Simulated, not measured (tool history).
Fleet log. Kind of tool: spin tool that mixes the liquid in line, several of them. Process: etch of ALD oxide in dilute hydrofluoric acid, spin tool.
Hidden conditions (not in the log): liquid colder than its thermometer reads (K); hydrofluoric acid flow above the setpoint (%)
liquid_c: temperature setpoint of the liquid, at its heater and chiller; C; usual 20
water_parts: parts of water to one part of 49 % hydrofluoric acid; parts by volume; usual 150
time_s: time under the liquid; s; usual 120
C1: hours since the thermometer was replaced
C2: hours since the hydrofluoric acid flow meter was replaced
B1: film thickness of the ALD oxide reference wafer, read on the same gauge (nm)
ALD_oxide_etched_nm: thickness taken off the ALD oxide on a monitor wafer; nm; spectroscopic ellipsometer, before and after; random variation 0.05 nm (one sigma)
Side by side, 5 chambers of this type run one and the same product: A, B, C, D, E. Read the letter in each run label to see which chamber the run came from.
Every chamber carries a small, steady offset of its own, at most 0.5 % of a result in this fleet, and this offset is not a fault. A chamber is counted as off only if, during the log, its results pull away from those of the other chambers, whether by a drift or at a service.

At hour 2.1: chamber A: thermometer replaced.
At hour 9.8: chamber C: thermometer replaced.
Run 1D, hour 11.4: usual settings; C1 1426.8; C2 55.6; B1 80.014. Result: ALD_oxide_etched_nm 11.6530 nm.
At hour 19.0: chamber A: hydrofluoric acid flow meter replaced.
Run 2C, hour 24.6: usual settings; C1 14.8; C2 606.3; B1 80.010. Result: ALD_oxide_etched_nm 11.6690 nm.
Run 3B, hour 35.9: usual settings; C1 1273.4; C2 246.0; B1 79.996. Result: ALD_oxide_etched_nm 11.7690 nm.
Run 4E, hour 43.6: usual settings; C1 719.8; C2 948.1; B1 79.976. Result: ALD_oxide_etched_nm 11.6380 nm.
Run 5A, hour 52.9: usual settings; C1 50.9; C2 34.0; B1 80.015. Result: ALD_oxide_etched_nm 11.6550 nm.
Run 6C, hour 65.3: usual settings; C1 55.5; C2 647.0; B1 79.989. Result: ALD_oxide_etched_nm 11.6050 nm.
Run 7D, hour 72.7: usual settings; C1 1488.1; C2 116.9; B1 79.986. Result: ALD_oxide_etched_nm 11.5360 nm.
Run 8A, hour 80.0: usual settings; C1 78.0; C2 61.1; B1 80.031. Result: ALD_oxide_etched_nm 11.6200 nm.
At hour 85.3: chamber C: hydrofluoric acid flow meter replaced.
Run 9E, hour 88.8: usual settings; C1 765.0; C2 993.3; B1 79.986. Result: ALD_oxide_etched_nm 11.6090 nm.
Run 10B, hour 100.5: usual settings; C1 1338.0; C2 310.6; B1 79.997. Result: ALD_oxide_etched_nm 11.7310 nm.
Run 11D, hour 112.6: usual settings but time_s 160 s; C1 1528.0; C2 156.8; B1 80.015. Result: ALD_oxide_etched_nm 15.4030 nm.
Run 12C, hour 119.4: usual settings but time_s 160 s; C1 109.6; C2 34.1; B1 80.012. Result: ALD_oxide_etched_nm 15.4820 nm.
Run 13E, hour 127.0: usual settings but time_s 160 s; C1 803.2; C2 1031.5; B1 80.016. Result: ALD_oxide_etched_nm 15.4040 nm.
Run 14A, hour 135.1: usual settings but time_s 160 s; C1 133.1; C2 116.2; B1 79.964. Result: ALD_oxide_etched_nm 15.4650 nm.
At hour 140.7: chamber B: thermometer replaced.
Run 15B, hour 147.2: usual settings but time_s 160 s; C1 6.5; C2 357.3; B1 79.985. Result: ALD_oxide_etched_nm 15.6040 nm.
Run 16E, hour 156.6: usual settings; C1 832.8; C2 1061.1; B1 80.019. Result: ALD_oxide_etched_nm 11.3880 nm.
Run 17C, hour 168.4: usual settings but time_s 90 s; C1 158.6; C2 83.1; B1 80.026. Result: ALD_oxide_etched_nm 8.7394 nm.
Run 18D, hour 176.8: usual settings but time_s 90 s; C1 1592.2; C2 221.0; B1 80.012. Result: ALD_oxide_etched_nm 8.7314 nm.
Run 19B, hour 187.1: usual settings but time_s 90 s; C1 46.4; C2 397.2; B1 79.985. Result: ALD_oxide_etched_nm 8.7900 nm.
Run 20A, hour 197.6: usual settings but time_s 90 s; C1 195.6; C2 178.7; B1 80.015. Result: ALD_oxide_etched_nm 8.6735 nm.
Run 21B, hour 207.6: usual settings but time_s 90 s; C1 66.9; C2 417.7; B1 80.019. Result: ALD_oxide_etched_nm 8.7715 nm.
Run 22D, hour 215.9: usual settings; C1 1631.3; C2 260.1; B1 80.020. Result: ALD_oxide_etched_nm 11.6010 nm.
Run 23C, hour 227.6: usual settings; C1 217.8; C2 142.3; B1 79.988. Result: ALD_oxide_etched_nm 11.6150 nm.
Run 24E, hour 239.1: usual settings; C1 915.3; C2 1143.6; B1 79.977. Result: ALD_oxide_etched_nm 11.1770 nm.
Run 25A, hour 247.4: usual settings; C1 245.4; C2 228.5; B1 80.014. Result: ALD_oxide_etched_nm 11.5320 nm.
Run 26A, hour 255.7: usual settings; C1 253.7; C2 236.8; B1 80.022. Result: ALD_oxide_etched_nm 11.6420 nm.
Run 27D, hour 267.5: usual settings; C1 1682.9; C2 311.7; B1 79.974. Result: ALD_oxide_etched_nm 11.5450 nm.
Run 28E, hour 278.6: usual settings; C1 954.8; C2 1183.1; B1 80.011. Result: ALD_oxide_etched_nm 11.0840 nm.
Run 29C, hour 287.4: usual settings; C1 277.6; C2 202.1; B1 79.990. Result: ALD_oxide_etched_nm 11.6580 nm.
Run 30B, hour 299.2: usual settings but water_parts 125 parts by volume, time_s 185 s; C1 158.5; C2 509.3; B1 80.008. Result: ALD_oxide_etched_nm 22.3280 nm.
Run 31A, hour 308.9: usual settings but water_parts 125 parts by volume, time_s 185 s; C1 306.9; C2 290.0; B1 80.016. Result: ALD_oxide_etched_nm 21.9260 nm.

One chamber off, gauge drift, or nothing amiss beyond the chambers' own small offsets? If it is a chamber, which one, and what is the likeliest cause?

One chamber, E, drifts off from the rest bit by bit.
What lies behind it: liquid colder than its thermometer reads (K) = 1.54.
It could be hard to tell apart here from: hydrofluoric acid flow below the setpoint (%).

Which of the 4 candidates below, each the usual settings with something changed and its results left as question marks, puts chamber E back in line with what the other chambers give on the usual settings?
Counts as in line when no further than this from what the other chambers average on the usual settings: ALD_oxide_etched_nm 0.1700 nm
Run 32E-1, hour 318.7: usual settings but liquid_c 17.0 C. Result: ALD_oxide_etched_nm ?.
Run 32E-2, hour 318.7: usual settings but liquid_c 21.5 C. Result: ALD_oxide_etched_nm ?.
Run 32E-3, hour 318.7: usual settings but water_parts 140 parts by volume, time_s 125 s. Result: ALD_oxide_etched_nm ?.
Run 32E-4, hour 318.7: usual settings but liquid_c 18.5 C. Result: ALD_oxide_etched_nm ?.

On the usual settings, the other chambers give on average: ALD_oxide_etched_nm 11.6450 nm
  run  ALD_oxide_etched_nm
32E-1               9.7308
32E-2              11.6680
32E-3              12.3910
32E-4              10.3490
Change 32E-2 lands the chamber within the allowed miss of the other chambers.

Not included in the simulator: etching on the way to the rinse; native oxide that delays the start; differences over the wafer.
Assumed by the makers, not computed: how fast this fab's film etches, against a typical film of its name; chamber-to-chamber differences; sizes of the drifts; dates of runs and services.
